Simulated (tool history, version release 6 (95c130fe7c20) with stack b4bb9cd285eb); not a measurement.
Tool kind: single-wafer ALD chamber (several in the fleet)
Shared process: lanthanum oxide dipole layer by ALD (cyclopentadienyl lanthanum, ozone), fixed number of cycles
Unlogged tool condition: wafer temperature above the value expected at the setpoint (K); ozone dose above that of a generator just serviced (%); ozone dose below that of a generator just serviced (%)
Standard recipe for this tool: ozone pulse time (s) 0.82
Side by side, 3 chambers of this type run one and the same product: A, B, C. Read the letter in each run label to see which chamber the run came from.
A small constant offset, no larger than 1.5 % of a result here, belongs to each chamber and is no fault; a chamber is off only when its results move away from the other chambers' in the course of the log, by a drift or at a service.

| run | hour | ozone pulse time (s) | hours since the last thermocouple change | hours since the last ozone generator service | read-back reference wafer on the same gauge, thickness_nm | mean film thickness on the monitor wafer (nm) |
|---|---|---|---|---|---|---|
| 1A | 13.4 | 0.82 | 783.3 | 482.1 | 0.49837 | 0.46939 |
| 2B | 29.2 | 0.82 | 800 | 316.1 | 0.49865 | 0.4672 |
| 3C | 43 | 0.82 | 145.1 | 523.5 | 0.49921 | 0.47835 |
| 4C | 50.2 | 0.82 | 152.3 | 530.7 | 0.49931 | 0.47398 |
| 5A | 59.1 | 0.82 | 829 | 527.8 | 0.49944 | 0.47013 |
| 6B | 70.1 | 1.09 | 840.9 | 357 | 0.49944 | 0.51274 |
| 7B | 84.8 | 1.09 | 855.6 | 371.7 | 0.49933 | 0.51417 |
| 8C | 99 | 1.09 | 201.1 | 579.5 | 0.49877 | 0.51688 |
| 9A | 110.4 | 0.82 | 880.3 | 579.1 | 0.49846 | 0.46366 |
| 10C | 117.8 | 0.82 | 219.9 | 598.3 | 0.49897 | 0.46924 |
| 11A | 129.5 | 0.82 | 899.4 | 598.2 | 0.49888 | 0.46397 |
| 12B | 138.1 | 0.82 | 908.9 | 425 | 0.49879 | 0.46074 |
| 13B | 153.6 | 0.82 | 924.4 | 440.5 | 0.49933 | 0.46289 |
| 14A | 161.1 | 0.82 | 931 | 629.8 | 0.49901 | 0.46385 |
| 15C | 176.6 | 0.82 | 278.7 | 657.1 | 0.49878 | 0.46776 |
| 16C | 186.5 | 0.82 | 288.6 | 667 | 0.49943 | 0.47326 |
| 17B | 197 | 0.82 | 967.8 | 483.9 | 0.49848 | 0.45911 |
| 18A | 207.4 | 0.82 | 977.3 | 676.1 | 0.49819 | 0.46876 |
| 19C | 218.5 | 0.82 | 320.6 | 699 | 0.49918 | 0.46961 |
| 20B | 228.7 | 0.82 | 999.5 | 515.6 | 0.49844 | 0.45325 |
| 21A | 236.4 | 0.82 | 1006.3 | 705.1 | 0.49838 | 0.47045 |
| 22C | 252.2 | 0.82 | 354.3 | 732.7 | 0.49917 | 0.4724 |
| 23B | 267 | 0.82 | 1037.8 | 553.9 | 0.4993 | 0.45006 |
| 24A | 279.1 | 0.82 | 1049 | 747.8 | 0.4992 | 0.46996 |
| 25B | 295.2 | 0.82 | 1066 | 582.1 | 0.49872 | 0.45458 |
| 26C | 308.2 | 0.82 | 410.3 | 788.7 | 0.49912 | 0.46925 |
| 27A | 320.4 | 0.82 | 1090.3 | 789.1 | 0.49882 | 0.46739 |

Which is it: a chamber that has drifted or been left off by a service, a gauge drift common to all chambers, or only each chamber's usual small offset? If a chamber is off, name it and its likeliest cause.

Little by little, chamber B moves away from the other chambers.
Cause: ozone dose below that of a generator just serviced (%) = 11.2.

Chamber B could run next with any of the 4 candidate recipes listed below; each alters the usual settings, and their results appear as question marks. Which one brings its results back in line with what the other chambers deliver on the usual settings?
In-line tolerance around the mean of the other chambers on the usual settings: mean film thickness on the monitor wafer (nm) 0.009
| 28B-1 | 332 | 0.79 |  |  |  | ? |
| 28B-2 | 332 | 0.74 |  |  |  | ? |
| 28B-3 | 332 | 0.92 |  |  |  | ? |
| 28B-4 | 332 | 0.85 |  |  |  | ? |

What the other chambers average on the usual settings: mean film thickness on the monitor wafer (nm) 0.47016
| run | mean film thickness on the monitor wafer (nm) |
|---|---|
| 28B-1 | 0.43934 |
| 28B-2 | 0.42618 |
| 28B-3 | 0.46859 |
| 28B-4 | 0.45367 |
The answer is 28B-3, which returns the chamber to within the allowed miss of the others.

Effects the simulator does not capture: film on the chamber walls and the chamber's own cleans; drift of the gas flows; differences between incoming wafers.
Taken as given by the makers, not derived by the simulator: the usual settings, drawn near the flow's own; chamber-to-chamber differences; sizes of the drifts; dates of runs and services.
